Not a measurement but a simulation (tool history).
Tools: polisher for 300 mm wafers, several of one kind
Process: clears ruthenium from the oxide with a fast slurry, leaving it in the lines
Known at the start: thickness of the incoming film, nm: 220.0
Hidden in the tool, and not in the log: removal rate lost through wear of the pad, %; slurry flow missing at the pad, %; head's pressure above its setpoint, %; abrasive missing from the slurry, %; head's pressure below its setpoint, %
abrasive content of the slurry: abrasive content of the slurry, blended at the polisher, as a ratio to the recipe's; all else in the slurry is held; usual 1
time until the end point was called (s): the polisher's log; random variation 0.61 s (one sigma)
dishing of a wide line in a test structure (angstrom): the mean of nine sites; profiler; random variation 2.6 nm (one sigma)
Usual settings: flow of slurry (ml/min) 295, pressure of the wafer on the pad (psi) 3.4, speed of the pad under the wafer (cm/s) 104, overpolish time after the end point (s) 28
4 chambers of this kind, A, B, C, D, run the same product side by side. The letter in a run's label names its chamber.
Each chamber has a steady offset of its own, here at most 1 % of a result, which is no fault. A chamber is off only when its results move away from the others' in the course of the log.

run	hour	flow of slurry (ml/min)	pressure of the wafer on the pad (psi)	speed of the pad under the wafer (cm/s)	abrasive content of the slurry	overpolish time after the end point (s)	wafers polished on this pad	hours since the slurry nozzle was cleaned	hours since the head pressure was calibrated	hours since the slurry blender was calibrated	time until the end point was called (s)	dishing of a wide line in a test structure (angstrom)
# hour 6.7: chamber B: worn pad replaced by a new one
1D	8.3	295	3.4	104	1	28	127	103.7	801.9	197	37.516	1109.9
# hour 12.8: chamber C: worn pad replaced by a new one
2A	14.5	295	3.4	104	1	28	899	400.3	549.3	213.3	36.106	1126.7
3B	19.2	295	3.4	104	1	28	170	254.7	254.7	94.1	35.943	1131.1
4C	24.4	295	3.4	104	1	28	158	56.3	1025.5	106	35.681	1112.8
# hour 27: chamber B: slurry nozzle cleaned
5D	31.6	295	3.4	104	1	28	443	127	825.2	220.3	36.454	1137.8
# hour 33.4: chamber A: worn pad replaced by a new one
6B	37	295	3.4	104	1	28	411	10.1	272.5	111.9	36.701	1082
7C	46.8	295	3.4	104	1	28	462	78.7	1047.9	128.4	36.994	1089.8
# hour 48.9: chamber C: worn pad replaced by a new one
# hour 49: chamber D: worn pad replaced by a new one
8A	55.9	295	3.4	104	1	28	306	441.7	590.7	254.7	36.301	1119.3
9D	62.6	295	3.4	104	1	28	185	158	856.2	251.3	37.306	1069.3
10B	70.5	295	3.4	104	1	28	866	43.6	306	145.4	35.763	1130.5
11A	79.4	295	2.8	104	0.8	28	625	465.2	614.2	278.2	48.939	895.29
12C	87.4	295	2.8	104	0.8	28	523	119.3	1088.5	169	50.145	897.14
# hour 93.1: chamber B: worn pad replaced by a new one
13B	94.5	295	2.8	104	0.8	28	20	67.6	330	169.4	49.558	882.67
# hour 94.9: chamber B: head pressure recalibrated
# hour 96.8: chamber C: worn pad replaced by a new one
14C	101.2	295	2.8	104	0.8	28	60	133.1	1102.3	182.8	49.911	888.69
15D	108.5	295	3.4	104	1	28	808	203.9	902.1	297.2	36.979	1088.4
# hour 111.9: chamber D: worn pad replaced by a new one
16A	116.8	295	3.4	104	1	28	1133	502.6	651.6	315.6	37.226	1074
# hour 118.9: chamber C: head pressure recalibrated
17C	124.5	295	3.4	104	1	28	377	156.4	5.7	206.1	38.001	1109.4
18B	129.4	200	3.4	130	1	28	493	102.5	34.5	204.3	30.544	1279.5
19D	135.5	200	3.4	130	1	28	321	230.9	929.1	324.2	29.914	1257.3
# hour 136.6: chamber C: worn pad replaced by a new one
# hour 141.2: chamber A: worn pad replaced by a new one
20A	142.1	200	3.4	130	1	28	13	527.9	676.9	340.9	30.242	1208.2
# hour 144.1: chamber C: slurry blender recalibrated
21C	148.7	200	3.4	130	1	28	164	180.6	29.9	4.7	30.427	1323.1
22D	153.6	295	3.4	104	1	28	567	249	947.2	342.3	36.024	1076.1
23A	158.2	295	3.4	104	1	28	231	544	693	357	37.243	1137.7
24B	164.3	295	3.4	104	1	28	967	137.4	69.4	239.2	36.002	1142.5
# hour 169.8: chamber D: worn pad replaced by a new one
25A	172.7	295	3.4	104	1	28	428	558.5	707.5	371.5	37.075	1168.1
26B	178.4	295	3.4	104	1	28	1159	151.5	83.5	253.3	36.769	1071.5
# hour 181.8: chamber C: worn pad replaced by a new one
27C	185.9	225	3.4	104	0.8	28	56	217.8	67.1	41.9	41.962	1014.6
28D	194.8	225	3.4	104	0.8	28	340	290.2	988.4	383.5	41.839	1026.6

Next, every chamber runs the same settings. What will each give?
29A	202.1	295	3.4	104	1	28					?	?
29B	202.1	295	3.4	104	1	28					?	?
29C	202.1	295	3.4	104	1	28					?	?
29D	202.1	295	3.4	104	1	28					?	?

run	time until the end point was called (s)	dishing of a wide line in a test structure (angstrom)
29A	36.291	1145.5
29B	36.037	1097.6
29C	37.504	1122.9
29D	35.855	1106.6
